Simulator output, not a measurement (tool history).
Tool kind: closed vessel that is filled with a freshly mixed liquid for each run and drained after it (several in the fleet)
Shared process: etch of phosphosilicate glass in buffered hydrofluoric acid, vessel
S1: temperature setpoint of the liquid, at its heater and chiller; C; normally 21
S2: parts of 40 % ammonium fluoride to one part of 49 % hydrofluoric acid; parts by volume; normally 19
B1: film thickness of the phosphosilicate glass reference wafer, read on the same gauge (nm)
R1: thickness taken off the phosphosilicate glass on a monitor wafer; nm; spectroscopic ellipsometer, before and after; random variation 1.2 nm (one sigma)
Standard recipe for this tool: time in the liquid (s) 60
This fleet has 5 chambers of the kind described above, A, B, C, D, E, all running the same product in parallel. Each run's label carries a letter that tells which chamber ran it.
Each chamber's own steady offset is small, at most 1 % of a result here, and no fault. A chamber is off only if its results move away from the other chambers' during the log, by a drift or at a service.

Run 1C, hour 12.6: usual settings; B1 79.987. Result: R1 224.35 nm.
Run 2D, hour 22.8: usual settings; B1 79.98. Result: R1 221.07 nm.
Run 3B, hour 36: usual settings; B1 79.96. Result: R1 225.92 nm.
Run 4A, hour 43: usual settings; B1 79.981. Result: R1 221.56 nm.
Run 5E, hour 54.8: usual settings but S1 25 C; B1 80.041. Result: R1 272.6 nm.
Run 6B, hour 63.9: usual settings but S1 25 C; B1 80.055. Result: R1 279.35 nm.
Run 7C, hour 71.6: usual settings but S1 25 C; B1 79.975. Result: R1 278.62 nm.
Run 8A, hour 79.4: usual settings but S1 25 C; B1 79.98. Result: R1 277.3 nm.
Run 9D, hour 91.1: usual settings but S1 25 C; B1 79.99. Result: R1 279.33 nm.
Run 10E, hour 105.3: usual settings; B1 80.067. Result: R1 217.79 nm.
Run 11D, hour 118.5: usual settings; B1 79.997. Result: R1 220.44 nm.
Run 12A, hour 133.8: usual settings; B1 79.961. Result: R1 219.97 nm.
Run 13B, hour 144.5: usual settings; B1 80.023. Result: R1 222.9 nm.
Run 14E, hour 151.5: usual settings; B1 79.993. Result: R1 217.84 nm.
Run 15C, hour 162.2: usual settings; B1 79.975. Result: R1 223.75 nm.
Run 16C, hour 176.6: usual settings; B1 80.022. Result: R1 220.83 nm.
Run 17D, hour 185.1: usual settings; B1 80.011. Result: R1 221.59 nm.
Run 18A, hour 196.5: usual settings; B1 80.01. Result: R1 216.98 nm.
Run 19E, hour 210.6: usual settings; B1 79.987. Result: R1 220.13 nm.
Run 20B, hour 226.2: usual settings; B1 80.009. Result: R1 223.01 nm.
Run 21B, hour 236.5: usual settings; B1 79.935. Result: R1 222.37 nm.
At hour 238.2: chamber D: thermometer replaced.
Run 22C, hour 248.5: usual settings; B1 80.012. Result: R1 221.69 nm.
Run 23D, hour 264.4: usual settings; B1 79.969. Result: R1 223.66 nm.
Run 24E, hour 280: usual settings; B1 79.972. Result: R1 218.28 nm.
Run 25A, hour 290.7: usual settings but S1 25.5 C, S2 15 parts by volume; B1 79.985. Result: R1 345.65 nm.
Run 26B, hour 300: usual settings but S1 25.5 C, S2 15 parts by volume; B1 79.95. Result: R1 359.19 nm.
Run 27E, hour 311.9: usual settings but S1 25.5 C, S2 15 parts by volume; B1 80.015. Result: R1 350.98 nm.
Run 28C, hour 319.2: usual settings but S1 25.5 C, S2 15 parts by volume; B1 80.017. Result: R1 360.36 nm.
Run 29A, hour 326.6: usual settings but S1 25.5 C, S2 15 parts by volume; B1 80.037. Result: R1 343.86 nm.
Run 30D, hour 338: usual settings; B1 79.986. Result: R1 221.37 nm.
Run 31A, hour 347.7: usual settings; B1 79.985. Result: R1 208.68 nm.
Run 32B, hour 362.8: usual settings; B1 79.977. Result: R1 221.52 nm.
Run 33C, hour 375.5: usual settings; B1 80.011. Result: R1 222.32 nm.
Run 34D, hour 388: usual settings; B1 79.938. Result: R1 222.89 nm.
Run 35E, hour 395.3: usual settings; B1 80. Result: R1 220.41 nm.
Run 36D, hour 406.4: usual settings; B1 80.021. Result: R1 222.14 nm.
Run 37C, hour 416.6: usual settings; B1 79.971. Result: R1 222.59 nm.
Run 38E, hour 423.7: usual settings; B1 80.018. Result: R1 222.12 nm.
Run 39A, hour 432.2: usual settings; B1 79.967. Result: R1 204.76 nm.
Run 40B, hour 441.4: usual settings; B1 79.958. Result: R1 222.2 nm.

Is one chamber off against the others, does the gauge drift, or is nothing wrong? If a chamber is off, say which, and what the likeliest cause is.

Little by little, chamber A moves away from the other chambers.
Cause: liquid colder than its thermometer reads (K) = 1.4.
The log may not tell that from: hydrofluoric acid flow below the setpoint (%).

Which of the 4 candidates below, each the usual settings with something changed and its results left as question marks, puts chamber A back in line with what the other chambers give on the usual settings?
A result is in line if it is within this distance of the other chambers' mean on the usual settings: R1 4.1 nm
Run 41A-1, hour 452.8: usual settings but S1 19.5 C. Result: R1 ?.
Run 41A-2, hour 452.8: usual settings but S1 21.5 C, S2 18 parts by volume, time in the liquid (s) 65. Result: R1 ?.
Run 41A-3, hour 452.8: usual settings but S1 20.5 C, S2 20 parts by volume, time in the liquid (s) 55. Result: R1 ?.
Run 41A-4, hour 452.8: usual settings but time in the liquid (s) 65. Result: R1 ?.

Mean of the other chambers on the usual settings: R1 221.59 nm
  run      R1
41A-1  187.75
41A-2  240.67
41A-3  173.14
41A-4  221.53
With 41A-4, the chamber falls back in line with the rest.
